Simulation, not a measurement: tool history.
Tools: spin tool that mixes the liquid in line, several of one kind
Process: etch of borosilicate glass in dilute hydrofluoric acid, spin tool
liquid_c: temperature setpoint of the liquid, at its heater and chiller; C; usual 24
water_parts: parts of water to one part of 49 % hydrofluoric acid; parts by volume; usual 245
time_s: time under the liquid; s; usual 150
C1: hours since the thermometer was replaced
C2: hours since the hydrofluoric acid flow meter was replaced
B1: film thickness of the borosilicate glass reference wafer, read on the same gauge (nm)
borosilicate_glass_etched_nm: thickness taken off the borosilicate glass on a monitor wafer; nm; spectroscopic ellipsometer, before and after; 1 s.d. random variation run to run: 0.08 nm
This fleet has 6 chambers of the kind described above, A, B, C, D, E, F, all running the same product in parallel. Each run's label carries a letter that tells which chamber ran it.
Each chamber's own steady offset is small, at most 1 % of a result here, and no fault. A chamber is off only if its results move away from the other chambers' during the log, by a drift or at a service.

run 1A hour=3.2 | liquid_c=24 water_parts=245 time_s=150 | C1=1448.9 C2=325.6 | B1=120.00 | borosilicate_glass_etched_nm=13.0110
run 2C hour=6.1 | liquid_c=24 water_parts=245 time_s=150 | C1=199.8 C2=140.5 | B1=119.99 | borosilicate_glass_etched_nm=13.0480
run 3E hour=8.0 | liquid_c=24 water_parts=245 time_s=150 | C1=1491.1 C2=311.7 | B1=119.97 | borosilicate_glass_etched_nm=13.2470
run 4D hour=12.0 | liquid_c=24 water_parts=245 time_s=150 | C1=142.4 C2=1179.1 | B1=120.02 | borosilicate_glass_etched_nm=13.0480
run 5B hour=14.4 | liquid_c=24 water_parts=335 time_s=150 | C1=548.7 C2=1574.6 | B1=120.00 | borosilicate_glass_etched_nm=8.5802
run 6F hour=18.5 | liquid_c=24 water_parts=335 time_s=150 | C1=2419.9 C2=1596.5 | B1=119.99 | borosilicate_glass_etched_nm=8.6235
run 7C hour=22.3 | liquid_c=24 water_parts=335 time_s=150 | C1=216.0 C2=156.7 | B1=119.96 | borosilicate_glass_etched_nm=8.6660
run 8B hour=26.5 | liquid_c=24 water_parts=335 time_s=150 | C1=560.8 C2=1586.7 | B1=119.95 | borosilicate_glass_etched_nm=8.6875
run 9D hour=29.4 | liquid_c=24 water_parts=335 time_s=150 | C1=159.8 C2=1196.5 | B1=120.02 | borosilicate_glass_etched_nm=8.6299
run 10F hour=32.9 | liquid_c=24 water_parts=335 time_s=150 | C1=2434.3 C2=1610.9 | B1=120.00 | borosilicate_glass_etched_nm=8.6257
run 11E hour=35.9 | liquid_c=24 water_parts=245 time_s=150 | C1=1519.0 C2=339.6 | B1=119.98 | borosilicate_glass_etched_nm=13.0430
run 12A hour=37.9 | liquid_c=24 water_parts=245 time_s=150 | C1=1483.6 C2=360.3 | B1=119.97 | borosilicate_glass_etched_nm=12.9470
run 13C hour=41.0 | liquid_c=24 water_parts=245 time_s=150 | C1=234.7 C2=175.4 | B1=119.99 | borosilicate_glass_etched_nm=13.1580
run 14F hour=43.5 | liquid_c=24 water_parts=245 time_s=150 | C1=2444.9 C2=1621.5 | B1=119.96 | borosilicate_glass_etched_nm=12.8660
run 15A hour=46.4 | liquid_c=24 water_parts=245 time_s=150 | C1=1492.1 C2=368.8 | B1=120.03 | borosilicate_glass_etched_nm=13.0010
run 16E hour=49.5 | liquid_c=24 water_parts=245 time_s=150 | C1=1532.6 C2=353.2 | B1=120.01 | borosilicate_glass_etched_nm=13.0490
run 17D hour=51.4 | liquid_c=24 water_parts=245 time_s=150 | C1=181.8 C2=1218.5 | B1=120.00 | borosilicate_glass_etched_nm=12.9370
run 18B hour=55.1 | liquid_c=24 water_parts=245 time_s=150 | C1=589.4 C2=1615.3 | B1=120.02 | borosilicate_glass_etched_nm=13.1680
run 19D hour=57.9 | liquid_c=24 water_parts=245 time_s=150 | C1=188.3 C2=1225.0 | B1=120.02 | borosilicate_glass_etched_nm=13.0860
run 20E hour=61.6 | liquid_c=24 water_parts=245 time_s=150 | C1=1544.7 C2=365.3 | B1=119.97 | borosilicate_glass_etched_nm=13.2220
run 21C hour=64.9 | liquid_c=24 water_parts=245 time_s=150 | C1=258.6 C2=199.3 | B1=119.96 | borosilicate_glass_etched_nm=13.0720
run 22B hour=67.7 | liquid_c=24 water_parts=245 time_s=150 | C1=602.0 C2=1627.9 | B1=119.98 | borosilicate_glass_etched_nm=13.3810
run 23A hour=70.6 | liquid_c=24 water_parts=245 time_s=150 | C1=1516.3 C2=393.0 | B1=119.97 | borosilicate_glass_etched_nm=13.0500
run 24F hour=72.5 | liquid_c=24 water_parts=245 time_s=150 | C1=2473.9 C2=1650.5 | B1=119.99 | borosilicate_glass_etched_nm=12.8490
run 25D hour=76.6 | liquid_c=24 water_parts=245 time_s=150 | C1=207.0 C2=1243.7 | B1=120.00 | borosilicate_glass_etched_nm=12.8710
run 26C hour=80.8 | liquid_c=24 water_parts=245 time_s=150 | C1=274.5 C2=215.2 | B1=119.99 | borosilicate_glass_etched_nm=12.9830
run 27E hour=84.3 | liquid_c=24 water_parts=245 time_s=150 | C1=1567.4 C2=388.0 | B1=120.01 | borosilicate_glass_etched_nm=12.9870
run 28A hour=86.7 | liquid_c=27 water_parts=325 time_s=150 | C1=1532.4 C2=409.1 | B1=120.01 | borosilicate_glass_etched_nm=10.0640
run 29F hour=89.0 | liquid_c=27 water_parts=325 time_s=150 | C1=2490.4 C2=1667.0 | B1=119.98 | borosilicate_glass_etched_nm=9.9500
run 30B hour=91.6 | liquid_c=27 water_parts=325 time_s=150 | C1=625.9 C2=1651.8 | B1=119.99 | borosilicate_glass_etched_nm=10.4060
run 31A hour=94.3 | liquid_c=27 water_parts=325 time_s=150 | C1=1540.0 C2=416.7 | B1=120.02 | borosilicate_glass_etched_nm=10.0510
run 32C hour=97.5 | liquid_c=27 water_parts=325 time_s=150 | C1=291.2 C2=231.9 | B1=119.99 | borosilicate_glass_etched_nm=10.0380
run 33E hour=100.7 | liquid_c=27 water_parts=325 time_s=150 | C1=1583.8 C2=404.4 | B1=120.01 | borosilicate_glass_etched_nm=10.1640
run 34B hour=104.0 | liquid_c=24 water_parts=245 time_s=150 | C1=638.3 C2=1664.2 | B1=120.00 | borosilicate_glass_etched_nm=13.6830
run 35F hour=106.4 | liquid_c=24 water_parts=245 time_s=150 | C1=2507.8 C2=1684.4 | B1=120.01 | borosilicate_glass_etched_nm=12.8640
run 36D hour=109.2 | liquid_c=24 water_parts=245 time_s=150 | C1=239.6 C2=1276.3 | B1=119.95 | borosilicate_glass_etched_nm=12.7780
run 37D hour=112.5 | liquid_c=24 water_parts=245 time_s=150 | C1=242.9 C2=1279.6 | B1=119.98 | borosilicate_glass_etched_nm=12.8790

Next, all 6 chambers run the settings below, one line each with question marks for the results. What does each chamber give?
run 38A hour=115.6 | liquid_c=24 water_parts=245 time_s=150 | borosilicate_glass_etched_nm=?
run 38B hour=115.6 | liquid_c=24 water_parts=245 time_s=150 | borosilicate_glass_etched_nm=?
run 38C hour=115.6 | liquid_c=24 water_parts=245 time_s=150 | borosilicate_glass_etched_nm=?
run 38D hour=115.6 | liquid_c=24 water_parts=245 time_s=150 | borosilicate_glass_etched_nm=?
run 38E hour=115.6 | liquid_c=24 water_parts=245 time_s=150 | borosilicate_glass_etched_nm=?
run 38F hour=115.6 | liquid_c=24 water_parts=245 time_s=150 | borosilicate_glass_etched_nm=?

run=38A borosilicate_glass_etched_nm=12.9940
run=38B borosilicate_glass_etched_nm=13.7540
run=38C borosilicate_glass_etched_nm=13.0410
run=38D borosilicate_glass_etched_nm=12.9350
run=38E borosilicate_glass_etched_nm=13.1860
run=38F borosilicate_glass_etched_nm=12.9250
